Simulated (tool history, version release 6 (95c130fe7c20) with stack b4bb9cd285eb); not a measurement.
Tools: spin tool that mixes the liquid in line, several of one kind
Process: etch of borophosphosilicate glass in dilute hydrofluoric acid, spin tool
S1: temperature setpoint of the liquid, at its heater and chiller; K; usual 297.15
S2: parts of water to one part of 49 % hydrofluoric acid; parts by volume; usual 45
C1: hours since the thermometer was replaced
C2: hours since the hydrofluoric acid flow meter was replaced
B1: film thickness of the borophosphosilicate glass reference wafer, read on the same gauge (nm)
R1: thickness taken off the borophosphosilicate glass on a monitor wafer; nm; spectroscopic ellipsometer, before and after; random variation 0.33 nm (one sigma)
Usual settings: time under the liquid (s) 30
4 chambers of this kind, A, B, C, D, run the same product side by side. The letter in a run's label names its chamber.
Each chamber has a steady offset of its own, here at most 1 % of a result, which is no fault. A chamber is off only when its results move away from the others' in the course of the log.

run 1D day=0.188 | S1=297.15 S2=45 time_under_the_liquid_(s)=30 | C1=1217.7 C2=1201.9 | B1=120.01 | R1=37.68
run 2B day=0.358 | S1=297.15 S2=45 time_under_the_liquid_(s)=30 | C1=285.5 C2=399.7 | B1=119.92 | R1=38.468
run 3A day=0.512 | S1=297.15 S2=45 time_under_the_liquid_(s)=30 | C1=81.4 C2=151 | B1=119.96 | R1=38.669
run 4C day=0.675 | S1=297.15 S2=45 time_under_the_liquid_(s)=30 | C1=329.4 C2=420 | B1=119.99 | R1=38.087
run 5C day=0.85 | S1=297.15 S2=45 time_under_the_liquid_(s)=30 | C1=333.6 C2=424.2 | B1=119.98 | R1=38.159
run 6D day=1.012 | S1=297.15 S2=45 time_under_the_liquid_(s)=30 | C1=1237.5 C2=1221.7 | B1=120.01 | R1=38.462
run 7B day=1.138 | S1=297.15 S2=45 time_under_the_liquid_(s)=30 | C1=304.2 C2=418.4 | B1=119.99 | R1=38.739
run 8A day=1.258 | S1=297.15 S2=45 time_under_the_liquid_(s)=30 | C1=99.3 C2=168.9 | B1=119.98 | R1=38.675
run 9C day=1.379 | S1=297.15 S2=45 time_under_the_liquid_(s)=30 | C1=346.3 C2=436.9 | B1=120 | R1=38.088
run 10B day=1.517 | S1=297.15 S2=45 time_under_the_liquid_(s)=30 | C1=313.3 C2=427.5 | B1=120.01 | R1=39.336
run 11A day=1.675 | S1=297.15 S2=40 time_under_the_liquid_(s)=30 | C1=109.3 C2=178.9 | B1=119.99 | R1=43.167
run 12D day=1.879 | S1=297.15 S2=40 time_under_the_liquid_(s)=30 | C1=1258.3 C2=1242.5 | B1=119.97 | R1=43.31
run 13A day=1.983 | S1=297.15 S2=40 time_under_the_liquid_(s)=30 | C1=116.7 C2=186.3 | B1=120.03 | R1=43.461
run 14D day=2.154 | S1=297.15 S2=40 time_under_the_liquid_(s)=30 | C1=1264.9 C2=1249.1 | B1=119.97 | R1=43.406
run 15C day=2.288 | S1=297.15 S2=45 time_under_the_liquid_(s)=30 | C1=368.1 C2=458.7 | B1=119.98 | R1=38.585
run 16B day=2.475 | S1=297.15 S2=45 time_under_the_liquid_(s)=30 | C1=336.3 C2=450.5 | B1=120.01 | R1=40.111
run 17D day=2.567 | S1=297.15 S2=45 time_under_the_liquid_(s)=30 | C1=1274.8 C2=1259 | B1=120.01 | R1=38.72
run 18C day=2.712 | S1=297.15 S2=30 time_under_the_liquid_(s)=45 | C1=378.3 C2=468.9 | B1=119.98 | R1=88.496
run 19A day=2.838 | S1=297.15 S2=30 time_under_the_liquid_(s)=45 | C1=137.2 C2=206.8 | B1=119.98 | R1=87.841
run 20B day=2.938 | S1=297.15 S2=30 time_under_the_liquid_(s)=45 | C1=347.4 C2=461.6 | B1=120.01 | R1=92.788
run 21D day=3.129 | S1=297.15 S2=30 time_under_the_liquid_(s)=45 | C1=1288.3 C2=1272.5 | B1=120.03 | R1=88.114
run 22C day=3.258 | S1=297.15 S2=45 time_under_the_liquid_(s)=15 | C1=391.4 C2=482 | B1=119.99 | R1=19.089
run 23B day=3.45 | S1=297.15 S2=45 time_under_the_liquid_(s)=15 | C1=359.7 C2=473.9 | B1=120.01 | R1=20.069
run 24A day=3.608 | S1=297.15 S2=45 time_under_the_liquid_(s)=15 | C1=155.7 C2=225.3 | B1=120.01 | R1=19.233
run 25D day=3.779 | S1=297.15 S2=45 time_under_the_liquid_(s)=15 | C1=1303.9 C2=1288.1 | B1=120 | R1=19.025
run 26B day=3.958 | S1=297.15 S2=45 time_under_the_liquid_(s)=30 | C1=371.9 C2=486.1 | B1=120 | R1=40.797

All 4 chambers run these settings next. Forecast each chamber's results:
run 27A day=4.108 | S1=297.15 S2=45 time_under_the_liquid_(s)=30 | R1=?
run 27B day=4.108 | S1=297.15 S2=45 time_under_the_liquid_(s)=30 | R1=?
run 27C day=4.108 | S1=297.15 S2=45 time_under_the_liquid_(s)=30 | R1=?
run 27D day=4.108 | S1=297.15 S2=45 time_under_the_liquid_(s)=30 | R1=?

run=27A R1=38.263
run=27B R1=41.058
run=27C R1=39.21
run=27D R1=38.723
